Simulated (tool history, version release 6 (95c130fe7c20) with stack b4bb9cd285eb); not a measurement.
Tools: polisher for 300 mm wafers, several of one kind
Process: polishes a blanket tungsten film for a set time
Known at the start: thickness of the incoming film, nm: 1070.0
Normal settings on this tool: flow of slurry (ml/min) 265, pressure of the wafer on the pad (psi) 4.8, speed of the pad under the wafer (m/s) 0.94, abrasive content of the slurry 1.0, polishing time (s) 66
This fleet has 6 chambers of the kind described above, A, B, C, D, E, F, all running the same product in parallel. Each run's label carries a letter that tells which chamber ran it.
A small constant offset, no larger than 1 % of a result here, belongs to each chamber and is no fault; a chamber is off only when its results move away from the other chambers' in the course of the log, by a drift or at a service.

run	hour	flow of slurry (ml/min)	pressure of the wafer on the pad (psi)	speed of the pad under the wafer (m/s)	abrasive content of the slurry	polishing time (s)	film removed (nm)
# hour 0.8: chamber A: slurry tank refilled with fresh slurry and peroxide
# hour 7.1: chamber F: worn pad replaced by a new one
1A	8.5	265	4.8	0.94	1.0	66	385.78
2E	18.3	265	4.8	0.94	1.0	66	381.89
3D	23.9	265	4.8	0.94	1.0	66	374.76
4C	29.1	265	4.8	0.94	1.0	66	370.52
# hour 31.5: chamber E: slurry tank refilled with fresh slurry and peroxide
# hour 31.9: chamber F: slurry tank refilled with fresh slurry and peroxide
5F	38.4	265	4.8	0.94	1.0	66	375.87
# hour 42.5: chamber D: worn pad replaced by a new one
# hour 45.0: chamber B: head pressure recalibrated
6B	48.6	265	4.8	0.94	1.0	66	385.81
# hour 54.5: chamber B: worn pad replaced by a new one
# hour 55.9: chamber C: slurry tank refilled with fresh slurry and peroxide
7A	59.7	265	4.8	1.04	0.8	66	402.00
# hour 60.3: chamber C: worn pad replaced by a new one
# hour 62.1: chamber B: slurry nozzle cleaned
# hour 65.3: chamber A: worn pad replaced by a new one
# hour 66.3: chamber A: slurry tank refilled with fresh slurry and peroxide
8C	67.1	265	4.8	1.04	0.8	66	398.31
# hour 68.8: chamber F: slurry blender recalibrated
9E	75.0	265	4.8	1.04	0.8	66	393.23
# hour 76.4: chamber F: worn pad replaced by a new one
# hour 85.7: chamber E: worn pad replaced by a new one
10B	86.0	265	4.8	1.04	0.8	66	406.08
11D	91.1	265	4.8	1.04	0.8	66	400.64
# hour 96.1: chamber A: slurry nozzle cleaned
12F	97.3	265	4.8	1.04	0.8	66	397.35
# hour 100.7: chamber B: slurry tank refilled with fresh slurry and peroxide
# hour 100.8: chamber D: worn pad replaced by a new one
13D	107.7	265	4.8	0.94	1.0	66	387.71
14A	114.2	230	4.8	0.76	1.0	66	310.56
# hour 114.6: chamber F: slurry tank refilled with fresh slurry and peroxide
# hour 115.2: chamber B: worn pad replaced by a new one
# hour 117.6: chamber C: slurry tank refilled with fresh slurry and peroxide
# hour 118.2: chamber C: head pressure recalibrated
15C	125.4	230	4.8	0.76	1.0	66	304.46
# hour 127.2: chamber A: worn pad replaced by a new one
# hour 129.3: chamber C: worn pad replaced by a new one
# hour 132.5: chamber D: slurry tank refilled with fresh slurry and peroxide
# hour 132.5: chamber A: slurry tank refilled with fresh slurry and peroxide
16F	136.2	230	4.8	0.76	1.0	66	304.38
# hour 141.8: chamber B: slurry blender recalibrated
17E	146.4	230	4.8	0.76	1.0	66	297.38
18B	153.0	230	4.8	0.76	1.0	66	305.52
# hour 154.0: chamber F: worn pad replaced by a new one
# hour 157.7: chamber D: head pressure recalibrated
19D	158.9	230	4.8	0.76	1.0	66	306.44
# hour 166.9: chamber E: worn pad replaced by a new one
20F	167.4	265	4.8	0.94	1.0	66	378.83
# hour 173.0: chamber D: worn pad replaced by a new one
21B	175.3	265	4.8	0.94	1.0	66	383.45
22C	181.3	265	4.8	0.94	1.0	66	374.65
# hour 182.0: chamber B: worn pad replaced by a new one
23A	187.4	265	4.8	0.94	1.0	66	377.10
# hour 189.4: chamber C: worn pad replaced by a new one
# hour 191.9: chamber A: worn pad replaced by a new one
# hour 193.2: chamber F: slurry tank refilled with fresh slurry and peroxide
24E	193.3	265	4.8	0.94	1.0	66	382.35
# hour 193.7: chamber C: slurry tank refilled with fresh slurry and peroxide
# hour 196.5: chamber E: slurry tank refilled with fresh slurry and peroxide
25D	200.4	265	4.8	0.94	1.0	66	384.81
# hour 202.8: chamber A: slurry tank refilled with fresh slurry and peroxide
26A	209.3	265	3.4	0.94	1.0	66	271.81
27E	216.9	265	3.4	0.94	1.0	66	263.26
# hour 217.3: chamber F: worn pad replaced by a new one
# hour 219.0: chamber D: slurry nozzle cleaned
# hour 222.3: chamber B: slurry tank refilled with fresh slurry and peroxide
28F	225.9	265	3.4	0.94	1.0	66	263.54
29C	231.0	265	3.4	0.94	1.0	66	272.53
# hour 234.8: chamber D: worn pad replaced by a new one
30B	237.1	265	3.4	0.94	1.0	66	273.15
31F	243.1	265	3.4	0.94	1.0	66	262.25
# hour 250.8: chamber B: worn pad replaced by a new one
# hour 251.9: chamber A: worn pad replaced by a new one
# hour 252.1: chamber C: slurry tank refilled with fresh slurry and peroxide
32A	252.3	265	6.3	1.24	1.0	66	650.77
# hour 253.9: chamber E: worn pad replaced by a new one
33C	258.4	265	6.3	1.24	1.0	66	655.35
# hour 264.6: chamber C: worn pad replaced by a new one
34E	265.6	265	6.3	1.24	1.0	66	653.01
# hour 268.0: chamber A: slurry tank refilled with fresh slurry and peroxide
35B	271.4	265	6.3	1.24	1.0	66	688.56
# hour 275.6: chamber F: worn pad replaced by a new one
36D	278.3	265	6.3	1.24	1.0	66	657.09
# hour 282.4: chamber F: slurry tank refilled with fresh slurry and peroxide
37F	285.5	265	6.3	1.24	1.0	66	655.85
38A	291.5	265	4.8	0.94	1.0	66	368.72
# hour 292.2: chamber C: slurry nozzle cleaned
39D	302.8	265	4.8	0.94	1.0	66	384.58
40B	309.7	265	4.8	0.94	1.0	66	381.66
# hour 310.9: chamber D: worn pad replaced by a new one
# hour 311.7: chamber B: worn pad replaced by a new one
# hour 312.1: chamber E: slurry blender recalibrated
# hour 314.6: chamber B: slurry tank refilled with fresh slurry and peroxide
# hour 317.3: chamber D: slurry tank refilled with fresh slurry and peroxide
41E	317.3	265	4.8	0.94	1.0	66	378.17
# hour 317.6: chamber C: slurry tank refilled with fresh slurry and peroxide
# hour 318.5: chamber C: slurry blender recalibrated
42C	325.8	265	4.8	0.94	1.0	66	377.86
43B	333.0	265	4.8	0.94	1.0	66	383.18
44D	338.2	265	4.8	0.94	1.0	66	377.23

What goes on in this fleet: one chamber off, a drifting gauge, or nothing beyond the chambers' own small offsets? Name the chamber and the cause, if any.

It is chamber A that slowly wanders off from its peers.
Most likely cause: abrasive missing from the slurry, % = 23.9.
It could be hard to tell apart here from: slurry flow missing at the pad, %; head's pressure below its setpoint, %.

Which of the 4 candidates below, each the usual settings with something changed and its results left as question marks, puts chamber A back in line with what the other chambers give on the usual settings?
A result is in line if it is within this distance of the other chambers' mean on the usual settings: film removed (nm) 14.00
45A-1	346.5	265	4.8	1.00	1.0	70	?
45A-2	346.5	265	4.5	0.94	1.0	66	?
45A-3	346.5	265	4.8	0.88	1.0	62	?
45A-4	346.5	265	4.9	0.96	1.0	66	?

Usual-settings mean across the other chambers: film removed (nm) 380.04
run	film removed (nm)
45A-1	408.51
45A-2	339.37
45A-3	317.79
45A-4	377.15
It is 45A-4 that realigns the chamber with its peers.

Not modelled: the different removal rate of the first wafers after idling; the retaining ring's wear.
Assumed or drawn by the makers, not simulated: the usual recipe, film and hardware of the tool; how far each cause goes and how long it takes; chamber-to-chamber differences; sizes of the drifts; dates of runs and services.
